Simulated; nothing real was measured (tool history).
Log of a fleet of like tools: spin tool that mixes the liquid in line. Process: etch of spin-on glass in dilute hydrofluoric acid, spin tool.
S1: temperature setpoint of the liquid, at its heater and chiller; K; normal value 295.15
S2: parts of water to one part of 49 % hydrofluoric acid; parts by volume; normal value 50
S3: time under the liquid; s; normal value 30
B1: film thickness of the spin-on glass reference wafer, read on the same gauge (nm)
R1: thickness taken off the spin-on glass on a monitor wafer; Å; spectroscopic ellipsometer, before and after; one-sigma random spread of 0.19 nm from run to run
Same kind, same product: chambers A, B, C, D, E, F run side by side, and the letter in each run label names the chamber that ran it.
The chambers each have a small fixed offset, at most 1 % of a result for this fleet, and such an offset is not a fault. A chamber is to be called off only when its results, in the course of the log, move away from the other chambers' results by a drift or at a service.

{"run": "1F", "hour": 2.3, "S1": 295.15, "S2": 50, "S3": 30, "B1": 50.021, "R1": 219.84}
{"run": "2B", "hour": 5.5, "S1": 295.15, "S2": 50, "S3": 30, "B1": 49.967, "R1": 216.88}
{"run": "3A", "hour": 8.7, "S1": 295.15, "S2": 50, "S3": 30, "B1": 50.02, "R1": 215.49}
{"run": "4C", "hour": 11.2, "S1": 295.15, "S2": 50, "S3": 30, "B1": 49.992, "R1": 214.74}
{"run": "5E", "hour": 13.4, "S1": 292.65, "S2": 50, "S3": 15, "B1": 50, "R1": 96.962}
{"run": "6D", "hour": 18.1, "S1": 292.65, "S2": 50, "S3": 15, "B1": 50.021, "R1": 97.682}
{"run": "7B", "hour": 22.0, "S1": 292.65, "S2": 50, "S3": 15, "B1": 50.001, "R1": 99.137}
{"run": "8C", "hour": 26.7, "S1": 292.65, "S2": 50, "S3": 15, "B1": 49.989, "R1": 98.351}
{"run": "9E", "hour": 30.1, "S1": 292.65, "S2": 50, "S3": 15, "B1": 49.995, "R1": 98.172}
{"run": "10D", "hour": 33.4, "S1": 292.65, "S2": 50, "S3": 15, "B1": 50.03, "R1": 99.9}
{"run": "11F", "hour": 37.1, "S1": 295.15, "S2": 50, "S3": 30, "B1": 49.966, "R1": 220.11}
{"run": "12A", "hour": 39.2, "S1": 295.15, "S2": 50, "S3": 30, "B1": 49.99, "R1": 215.55}
{"run": "13D", "hour": 44.0, "S1": 295.15, "S2": 50, "S3": 30, "B1": 50.007, "R1": 219.04}
{"run": "14A", "hour": 46.5, "S1": 295.15, "S2": 50, "S3": 30, "B1": 49.996, "R1": 218.07}
{"run": "15E", "hour": 50.2, "S1": 295.15, "S2": 50, "S3": 30, "B1": 49.982, "R1": 216.62}
{"run": "16F", "hour": 55.0, "S1": 295.15, "S2": 50, "S3": 30, "B1": 49.99, "R1": 221.82}
{"run": "17B", "hour": 57.9, "S1": 295.15, "S2": 50, "S3": 30, "B1": 50, "R1": 226.44}
{"run": "18C", "hour": 60.1, "S1": 295.15, "S2": 50, "S3": 30, "B1": 49.994, "R1": 217.32}
{"run": "19C", "hour": 63.7, "S1": 295.15, "S2": 50, "S3": 30, "B1": 50.013, "R1": 217.21}
{"run": "20F", "hour": 67.3, "S1": 295.15, "S2": 50, "S3": 30, "B1": 49.972, "R1": 216.81}
{"run": "21A", "hour": 71.9, "S1": 295.15, "S2": 50, "S3": 30, "B1": 49.984, "R1": 218.91}
{"run": "22B", "hour": 75.8, "S1": 295.15, "S2": 50, "S3": 30, "B1": 49.971, "R1": 233.16}
{"run": "23E", "hour": 80.3, "S1": 295.15, "S2": 50, "S3": 30, "B1": 50.021, "R1": 213.62}
{"run": "24D", "hour": 84.8, "S1": 295.15, "S2": 50, "S3": 30, "B1": 50.019, "R1": 220.99}
{"run": "25F", "hour": 88.5, "S1": 295.15, "S2": 50, "S3": 30, "B1": 49.979, "R1": 217.95}
{"run": "26D", "hour": 91.6, "S1": 295.15, "S2": 50, "S3": 30, "B1": 50.01, "R1": 223.2}
{"run": "27E", "hour": 94.6, "S1": 295.15, "S2": 50, "S3": 30, "B1": 49.992, "R1": 218.71}
{"run": "28A", "hour": 97.4, "S1": 295.15, "S2": 50, "S3": 30, "B1": 49.964, "R1": 218.84}
{"run": "29C", "hour": 99.6, "S1": 295.15, "S2": 50, "S3": 30, "B1": 50.048, "R1": 213.89}
{"run": "30B", "hour": 101.9, "S1": 295.15, "S2": 50, "S3": 30, "B1": 50.022, "R1": 232.76}
{"run": "31E", "hour": 106.1, "S1": 295.15, "S2": 50, "S3": 30, "B1": 49.999, "R1": 218.86}
{"run": "32C", "hour": 108.6, "S1": 295.15, "S2": 50, "S3": 30, "B1": 50.024, "R1": 217.95}
{"run": "33A", "hour": 112.6, "S1": 295.15, "S2": 50, "S3": 30, "B1": 50.006, "R1": 218.44}
{"run": "34F", "hour": 116.7, "S1": 295.15, "S2": 50, "S3": 30, "B1": 50.024, "R1": 219.02}
{"run": "35D", "hour": 119.3, "S1": 295.15, "S2": 50, "S3": 30, "B1": 50.01, "R1": 215.06}
{"run": "36B", "hour": 121.7, "S1": 295.15, "S2": 50, "S3": 30, "B1": 50.005, "R1": 237.55}
{"run": "37A", "hour": 124.1, "S1": 295.15, "S2": 50, "S3": 30, "B1": 50.025, "R1": 218.24}
{"run": "38E", "hour": 126.9, "S1": 295.15, "S2": 50, "S3": 30, "B1": 50.005, "R1": 217.35}
{"run": "39B", "hour": 131.3, "S1": 295.15, "S2": 50, "S3": 30, "B1": 50.012, "R1": 240.98}

What goes on in this fleet: one chamber off, a drifting gauge, or nothing beyond the chambers' own small offsets? Name the chamber and the cause, if any.

It is chamber B that slowly wanders off from its peers.
Most likely cause: hydrofluoric acid flow above the setpoint (%) = 10.3.
Not necessarily distinguishable in this log from: liquid hotter than its thermometer reads (K).

Which of the 4 candidates below, each the usual settings with something changed and its results left as question marks, puts chamber B back in line with what the other chambers give on the usual settings?
Counts as in line when no further than this from what the other chambers average on the usual settings: R1 6.7 Å
{"run": "40B-1", "hour": 134.8, "S1": 297.65, "S2": 50, "S3": 30, "R1": "?"}
{"run": "40B-2", "hour": 134.8, "S1": 294.15, "S2": 50, "S3": 30, "R1": "?"}
{"run": "40B-3", "hour": 134.8, "S1": 295.15, "S2": 55, "S3": 30, "R1": "?"}
{"run": "40B-4", "hour": 134.8, "S1": 296.15, "S2": 50, "S3": 30, "R1": "?"}

Usual-settings mean across the other chambers: R1 218.5 Å
run=40B-1 R1=270.15
run=40B-2 R1=232.88
run=40B-3 R1=219.42
run=40B-4 R1=253.69
With 40B-3, the chamber falls back in line with the rest.
